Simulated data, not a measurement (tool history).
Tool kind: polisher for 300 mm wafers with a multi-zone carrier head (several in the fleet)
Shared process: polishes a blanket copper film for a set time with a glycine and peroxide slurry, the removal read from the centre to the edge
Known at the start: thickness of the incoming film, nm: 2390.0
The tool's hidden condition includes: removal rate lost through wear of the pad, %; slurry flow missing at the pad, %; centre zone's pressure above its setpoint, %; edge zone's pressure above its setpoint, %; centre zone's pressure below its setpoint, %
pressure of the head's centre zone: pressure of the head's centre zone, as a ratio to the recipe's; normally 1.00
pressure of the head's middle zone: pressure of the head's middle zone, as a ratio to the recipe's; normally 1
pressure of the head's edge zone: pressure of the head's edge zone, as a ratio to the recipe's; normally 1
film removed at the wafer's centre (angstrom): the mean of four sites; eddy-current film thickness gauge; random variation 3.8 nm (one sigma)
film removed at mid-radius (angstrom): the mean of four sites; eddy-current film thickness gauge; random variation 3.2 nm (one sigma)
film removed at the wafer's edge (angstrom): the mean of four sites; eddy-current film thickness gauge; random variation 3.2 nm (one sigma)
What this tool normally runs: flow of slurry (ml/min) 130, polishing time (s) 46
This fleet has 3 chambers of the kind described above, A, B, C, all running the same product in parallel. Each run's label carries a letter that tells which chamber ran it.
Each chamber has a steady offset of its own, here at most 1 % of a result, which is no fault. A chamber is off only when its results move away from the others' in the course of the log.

run,hour,flow of slurry (ml/min),pressure of the head's centre zone,pressure of the head's middle zone,pressure of the head's edge zone,polishing time (s),wafers polished on this pad,hours since the slurry nozzle was cleaned,hours since the centre zone pressure was calibrated,hours since the edge zone pressure was calibrated,film removed at the wafer's centre (angstrom),film removed at mid-radius (angstrom),film removed at the wafer's edge (angstrom)
1C,7.0,130,1.00,1,1,46,582,459.4,146.0,1385.5,3197.9,3229.6,3214.1
2A,16.0,130,1.00,1,1,46,689,575.6,178.9,299.8,3171.9,3231.6,3139.7
3B,20.8,130,1.00,1,1,46,750,150.1,736.7,307.6,3183.2,3107.4,3182.9
# hour 26.6: chamber B: worn pad replaced by a new one
4A,29.7,130,1.00,1,1,46,896,589.3,192.6,313.5,3215.7,3140.2,3208.5
5B,36.1,130,1.00,1,1,46,143,165.4,752.0,322.9,3136.1,3170.1,3153.4
# hour 36.9: chamber C: worn pad replaced by a new one
6C,45.4,130,1.00,1,1,46,129,497.8,184.4,1423.9,3185.7,3213.2,3191.7
# hour 49.7: chamber A: worn pad replaced by a new one
7B,50.7,130,0.90,1,1,46,363,180.0,766.6,337.5,2802.7,3174.0,3150.9
8A,59.2,130,0.90,1,1,46,143,618.8,222.1,343.0,2825.2,3133.2,3181.5
9C,68.6,130,0.90,1,1,46,479,521.0,207.6,1447.1,2822.4,3163.6,3180.7
10A,73.9,130,1.00,1,1,46,365,633.5,236.8,357.7,3181.0,3157.6,3181.1
11B,80.2,130,1.00,1,1,46,808,209.5,796.1,367.0,3149.9,3180.9,3148.8
12C,85.3,130,1.00,1,1,46,731,537.7,224.3,1463.8,3203.3,3176.0,3167.9
# hour 85.6: chamber B: worn pad replaced by a new one
13A,93.3,130,1.00,1,1,46,657,652.9,256.2,377.1,3213.5,3170.6,3186.1
# hour 93.7: chamber C: worn pad replaced by a new one
14C,102.8,130,1.00,1,1,46,138,555.2,241.8,1481.3,3159.3,3136.9,3171.7
15B,110.0,130,1.00,1,1,46,369,239.3,825.9,396.8,3213.1,3151.6,3166.8
# hour 114.9: chamber B: slurry nozzle cleaned
16A,115.7,130,1.00,1,1,46,995,675.3,278.6,399.5,3142.9,3146.4,3188.2
17C,122.1,130,1.00,1,1,46,429,574.5,261.1,1500.6,3172.0,3234.1,3227.9
18B,130.5,130,1.00,1,1,46,678,15.6,846.4,417.3,3246.8,3151.5,3164.5
# hour 138.6: chamber A: worn pad replaced by a new one
19C,140.5,130,1.00,1,1,46,707,592.9,279.5,1519.0,3124.1,3166.8,3186.2
# hour 144.0: chamber B: worn pad replaced by a new one
20B,146.4,130,1.00,1,1,46,37,31.5,862.3,433.2,3176.1,3155.9,3154.2
# hour 155.6: chamber C: worn pad replaced by a new one
21A,156.4,130,1.00,1,1,32,269,716.0,319.3,440.2,2194.1,2227.4,2164.2
# hour 165.0: chamber B: centre zone pressure recalibrated
22A,165.5,130,1.00,1,1,32,406,725.1,328.4,449.3,2223.4,2242.4,2205.1
# hour 169.3: chamber C: edge zone pressure recalibrated
23C,173.0,130,1.00,1,1,32,263,625.4,312.0,3.7,2178.7,2210.3,2195.1
24B,177.8,130,1.00,1,1,46,510,62.9,12.9,464.6,2878.8,3160.5,3144.1
25C,185.3,130,1.00,1,1,46,449,637.7,324.3,16.0,3225.3,3103.9,3208.7
26B,190.9,130,1.00,1,1,46,708,76.0,26.0,477.7,2913.6,3208.2,3196.7
27A,199.6,130,1.00,1,1,46,920,759.2,362.5,483.4,3215.7,3180.4,3185.1
# hour 205.2: chamber B: worn pad replaced by a new one
28C,207.0,130,1.00,1,1,46,776,659.4,346.0,37.7,3170.4,3203.0,3207.0
# hour 216.4: chamber C: worn pad replaced by a new one
29B,216.8,130,1.00,1,1,46,176,101.9,51.9,503.6,2847.3,3154.5,3209.5
# hour 217.2: chamber A: slurry nozzle cleaned
# hour 218.4: chamber C: slurry nozzle cleaned
30A,226.1,130,1.00,1,1,46,1320,9.0,389.0,509.9,3132.7,3226.4,3180.6
31C,231.2,130,1.00,1,1,46,224,12.9,370.2,61.9,3248.3,3197.9,3174.4
# hour 231.6: chamber A: centre zone pressure recalibrated
# hour 235.5: chamber A: worn pad replaced by a new one
32B,238.6,130,1.00,1,1,46,504,123.7,73.7,525.4,2883.8,3155.9,3133.0
33A,245.7,160,0.95,1,1,46,154,28.6,14.2,529.5,3167.6,3284.8,3255.9
34B,251.9,160,0.95,1,1,46,705,137.0,87.0,538.7,2897.9,3309.0,3241.9
35C,256.8,160,0.95,1,1,46,610,38.5,395.8,87.5,3129.5,3313.6,3284.1
36A,266.7,130,1.00,1,1,46,471,49.6,35.2,550.5,3200.7,3157.8,3119.0
37C,273.1,130,1.00,1,1,46,856,54.8,412.1,103.8,3124.6,3196.0,3174.0

Next, all 3 chambers run the settings below, one line each with question marks for the results. What does each chamber give?
38A,280.4,130,1.00,1,1,46,,,,,?,?,?
38B,280.4,130,1.00,1,1,46,,,,,?,?,?
38C,280.4,130,1.00,1,1,46,,,,,?,?,?

run,film removed at the wafer's centre (angstrom),film removed at mid-radius (angstrom),film removed at the wafer's edge (angstrom)
38A,3199.9,3168.9,3224.7
38B,2859.8,3162.2,3197.5
38C,3194.8,3217.9,3167.1
